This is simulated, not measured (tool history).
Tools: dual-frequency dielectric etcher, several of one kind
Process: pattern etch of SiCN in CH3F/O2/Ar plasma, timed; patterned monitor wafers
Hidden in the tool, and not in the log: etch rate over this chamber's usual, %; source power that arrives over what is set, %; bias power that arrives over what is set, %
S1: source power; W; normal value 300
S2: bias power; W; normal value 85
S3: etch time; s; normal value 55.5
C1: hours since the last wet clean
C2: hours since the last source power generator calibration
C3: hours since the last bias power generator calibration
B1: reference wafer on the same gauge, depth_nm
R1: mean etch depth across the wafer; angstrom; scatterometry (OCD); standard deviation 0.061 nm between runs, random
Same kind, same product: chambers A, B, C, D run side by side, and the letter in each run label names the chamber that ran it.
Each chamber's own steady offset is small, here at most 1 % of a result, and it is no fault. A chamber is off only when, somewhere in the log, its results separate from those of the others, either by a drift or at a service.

run	hour	S1	S2	S3	C1	C2	C3	B1	R1
1C	7.1	300	85	55.5	78.6	1261.2	2489.7	18.708	199.27
2D	20.1	300	85	55.5	41.6	3026.0	2113.1	18.704	199.07
3A	29.9	300	85	55.5	252.3	1354.5	2313.6	18.702	200.16
4B	38.9	300	85	55.5	226.7	3366.5	2391.6	18.702	200.36
5A	52.8	300	85	55.5	275.2	1377.4	2336.5	18.703	200.04
6B	63.4	300	85	55.5	251.2	3391.0	2416.1	18.705	200.24
7C	71.6	300	85	55.5	143.1	1325.7	2554.2	18.707	199.20
8D	82.7	300	85	55.5	104.2	3088.6	2175.7	18.702	198.56
9C	92.9	300	85	55.5	164.4	1347.0	2575.5	18.706	199.30
10A	106.1	370	85	55.5	328.5	1430.7	2389.8	18.700	216.33
11D	120.1	370	85	55.5	141.6	3126.0	2213.1	18.705	213.67
12B	129.3	370	85	55.5	317.1	3456.9	2482.0	18.696	216.26
# hour 131.9: chamber A: wet clean of the chamber
13B	137.5	370	85	55.5	325.3	3465.1	2490.2	18.701	215.07
14C	144.3	300	85	55.5	215.8	1398.4	2626.9	18.705	200.35
15D	152.0	300	85	55.5	173.5	3157.9	2245.0	18.712	198.46
16A	165.6	300	85	55.5	33.8	1490.2	2449.3	18.694	203.95
17D	176.2	300	85	55.5	197.7	3182.1	2269.2	18.704	197.97
18A	187.1	300	85	55.5	55.3	1511.7	2470.8	18.695	204.32
19C	196.4	300	71	50.5	267.9	1450.5	2679.0	18.706	169.39
20B	207.4	300	71	50.5	395.2	3535.0	2560.1	18.707	170.55
21A	217.4	300	71	50.5	85.6	1542.0	2501.1	18.701	172.78
# hour 226.0: chamber D: bias power generator calibrated
22B	227.3	300	71	50.5	415.1	3554.9	2580.0	18.697	171.01
23D	237.3	300	85	55.5	258.8	3243.2	11.4	18.711	197.16
24C	249.9	300	85	55.5	321.4	1504.0	2732.5	18.695	200.13
25B	259.6	370	85	47.0	447.4	3587.2	2612.3	18.697	183.21
26D	273.3	370	85	47.0	294.8	3279.2	47.4	18.702	181.69
27C	281.6	370	85	47.0	353.1	1535.7	2764.2	18.715	183.36
28A	291.3	370	85	47.0	159.5	1615.9	2575.0	18.705	185.87
29C	298.5	300	85	55.5	370.0	1552.6	2781.1	18.707	199.35
30B	310.1	300	85	55.5	497.9	3637.7	2662.8	18.698	201.24
31D	320.7	300	85	55.5	342.2	3326.6	94.8	18.698	198.52
32A	329.8	300	85	55.5	198.0	1654.4	2613.5	18.692	203.26
33B	340.0	300	85	55.5	527.8	3667.6	2692.7	18.694	200.00
34A	347.1	300	85	55.5	215.3	1671.7	2630.8	18.696	202.73
35D	356.1	300	85	55.5	377.6	3362.0	130.2	18.702	199.08

The same settings go to every chamber for the next run, one line per chamber below. Forecast the results for each:
36A	366.1	300	85	44.0					?
36B	366.1	300	85	44.0					?
36C	366.1	300	85	44.0					?
36D	366.1	300	85	44.0					?

run	R1
36A	161.35
36B	158.88
36C	158.30
36D	156.94

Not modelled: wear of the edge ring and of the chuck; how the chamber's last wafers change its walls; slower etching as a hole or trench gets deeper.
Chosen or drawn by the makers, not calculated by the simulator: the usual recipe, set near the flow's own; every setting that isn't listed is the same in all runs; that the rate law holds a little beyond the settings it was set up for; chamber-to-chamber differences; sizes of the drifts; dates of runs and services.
